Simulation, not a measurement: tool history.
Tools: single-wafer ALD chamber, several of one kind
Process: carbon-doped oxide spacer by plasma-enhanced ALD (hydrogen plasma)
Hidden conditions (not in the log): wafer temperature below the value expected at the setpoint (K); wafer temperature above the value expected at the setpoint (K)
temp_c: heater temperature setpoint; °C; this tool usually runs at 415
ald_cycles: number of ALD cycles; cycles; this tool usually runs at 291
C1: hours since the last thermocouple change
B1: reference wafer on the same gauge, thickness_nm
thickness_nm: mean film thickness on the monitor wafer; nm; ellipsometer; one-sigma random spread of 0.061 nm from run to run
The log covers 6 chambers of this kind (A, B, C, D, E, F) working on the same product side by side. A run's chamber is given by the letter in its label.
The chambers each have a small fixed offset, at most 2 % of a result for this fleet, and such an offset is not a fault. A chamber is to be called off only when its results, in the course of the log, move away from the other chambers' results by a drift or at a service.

{"run": "1A", "hour": 10.4, "temp_c": 415, "ald_cycles": 291, "C1": 921.3, "B1": 13.099, "thickness_nm": 13.858}
{"run": "2E", "hour": 19.7, "temp_c": 415, "ald_cycles": 291, "C1": 682.4, "B1": 13.113, "thickness_nm": 13.948}
{"run": "3B", "hour": 27.9, "temp_c": 415, "ald_cycles": 291, "C1": 362.3, "B1": 13.105, "thickness_nm": 14.062}
{"run": "4D", "hour": 36.4, "temp_c": 415, "ald_cycles": 291, "C1": 71.2, "B1": 13.095, "thickness_nm": 13.895}
{"run": "5F", "hour": 42.3, "temp_c": 415, "ald_cycles": 291, "C1": 1993.1, "B1": 13.103, "thickness_nm": 14.157}
{"run": "6C", "hour": 52.3, "temp_c": 415, "ald_cycles": 291, "C1": 530.4, "B1": 13.093, "thickness_nm": 13.968}
{"run": "7A", "hour": 57.5, "temp_c": 415, "ald_cycles": 291, "C1": 968.4, "B1": 13.105, "thickness_nm": 13.753}
{"run": "8D", "hour": 65.0, "temp_c": 415, "ald_cycles": 291, "C1": 99.8, "B1": 13.112, "thickness_nm": 13.977}
{"run": "9C", "hour": 73.0, "temp_c": 415, "ald_cycles": 291, "C1": 551.1, "B1": 13.106, "thickness_nm": 13.959}
{"run": "10E", "hour": 80.0, "temp_c": 415, "ald_cycles": 291, "C1": 742.7, "B1": 13.092, "thickness_nm": 14.141}
{"run": "11B", "hour": 85.6, "temp_c": 415, "ald_cycles": 291, "C1": 420.0, "B1": 13.105, "thickness_nm": 13.969}
{"run": "12F", "hour": 92.8, "temp_c": 415, "ald_cycles": 291, "C1": 2043.6, "B1": 13.094, "thickness_nm": 14.141}
{"run": "13B", "hour": 98.9, "temp_c": 415, "ald_cycles": 291, "C1": 433.3, "B1": 13.11, "thickness_nm": 14.046}
{"run": "14D", "hour": 105.7, "temp_c": 415, "ald_cycles": 291, "C1": 140.5, "B1": 13.096, "thickness_nm": 13.903}
{"run": "15C", "hour": 113.2, "temp_c": 415, "ald_cycles": 291, "C1": 591.3, "B1": 13.105, "thickness_nm": 13.916}
{"run": "16A", "hour": 122.9, "temp_c": 415, "ald_cycles": 291, "C1": 1033.8, "B1": 13.108, "thickness_nm": 13.822}
{"run": "17E", "hour": 130.6, "temp_c": 429, "ald_cycles": 261, "C1": 793.3, "B1": 13.091, "thickness_nm": 11.961}
{"run": "18F", "hour": 138.3, "temp_c": 429, "ald_cycles": 261, "C1": 2089.1, "B1": 13.11, "thickness_nm": 12.087}
{"run": "19A", "hour": 147.3, "temp_c": 429, "ald_cycles": 261, "C1": 1058.2, "B1": 13.09, "thickness_nm": 11.786}
{"run": "20D", "hour": 155.8, "temp_c": 429, "ald_cycles": 261, "C1": 190.6, "B1": 13.09, "thickness_nm": 11.98}
{"run": "21B", "hour": 164.9, "temp_c": 429, "ald_cycles": 261, "C1": 499.3, "B1": 13.093, "thickness_nm": 12.003}
{"run": "22F", "hour": 170.3, "temp_c": 429, "ald_cycles": 261, "C1": 2121.1, "B1": 13.114, "thickness_nm": 12.134}
{"run": "23E", "hour": 176.0, "temp_c": 415, "ald_cycles": 291, "C1": 838.7, "B1": 13.105, "thickness_nm": 14.023}
{"run": "24C", "hour": 181.0, "temp_c": 415, "ald_cycles": 291, "C1": 659.1, "B1": 13.084, "thickness_nm": 13.909}
{"run": "25F", "hour": 186.8, "temp_c": 401, "ald_cycles": 244, "C1": 2137.6, "B1": 13.104, "thickness_nm": 12.372}
{"run": "26B", "hour": 196.1, "temp_c": 401, "ald_cycles": 244, "C1": 530.5, "B1": 13.087, "thickness_nm": 12.327}
{"run": "27C", "hour": 204.9, "temp_c": 401, "ald_cycles": 244, "C1": 683.0, "B1": 13.097, "thickness_nm": 12.143}
{"run": "28A", "hour": 211.8, "temp_c": 401, "ald_cycles": 244, "C1": 1122.7, "B1": 13.09, "thickness_nm": 12.033}
{"run": "29D", "hour": 216.7, "temp_c": 401, "ald_cycles": 244, "C1": 251.5, "B1": 13.098, "thickness_nm": 12.134}
{"run": "30E", "hour": 226.8, "temp_c": 401, "ald_cycles": 244, "C1": 889.5, "B1": 13.089, "thickness_nm": 12.272}
{"run": "31F", "hour": 235.7, "temp_c": 415, "ald_cycles": 291, "C1": 2186.5, "B1": 13.104, "thickness_nm": 14.139}
{"run": "32C", "hour": 242.8, "temp_c": 415, "ald_cycles": 337, "C1": 720.9, "B1": 13.103, "thickness_nm": 16.144}
{"run": "33A", "hour": 251.1, "temp_c": 415, "ald_cycles": 337, "C1": 1162.0, "B1": 13.083, "thickness_nm": 16.064}
{"run": "34E", "hour": 260.3, "temp_c": 415, "ald_cycles": 337, "C1": 923.0, "B1": 13.101, "thickness_nm": 16.201}
{"run": "35B", "hour": 270.5, "temp_c": 415, "ald_cycles": 337, "C1": 604.9, "B1": 13.11, "thickness_nm": 16.057}
{"run": "36D", "hour": 278.1, "temp_c": 415, "ald_cycles": 337, "C1": 312.9, "B1": 13.108, "thickness_nm": 16.086}
{"run": "37C", "hour": 283.2, "temp_c": 415, "ald_cycles": 337, "C1": 761.3, "B1": 13.105, "thickness_nm": 16.108}
{"run": "38F", "hour": 289.4, "temp_c": 415, "ald_cycles": 291, "C1": 2240.2, "B1": 13.1, "thickness_nm": 14.095}
{"run": "39B", "hour": 295.9, "temp_c": 415, "ald_cycles": 291, "C1": 630.3, "B1": 13.101, "thickness_nm": 14.059}
{"run": "40A", "hour": 305.1, "temp_c": 415, "ald_cycles": 291, "C1": 1216.0, "B1": 13.094, "thickness_nm": 13.904}
{"run": "41D", "hour": 310.5, "temp_c": 415, "ald_cycles": 291, "C1": 345.3, "B1": 13.101, "thickness_nm": 13.865}

One chamber off, gauge drift, or nothing amiss beyond the chambers' own small offsets? If it is a chamber, which one, and what is the likeliest cause?

The fleet is healthy, with each chamber sitting at its usual small offset and no drift in the gauge.
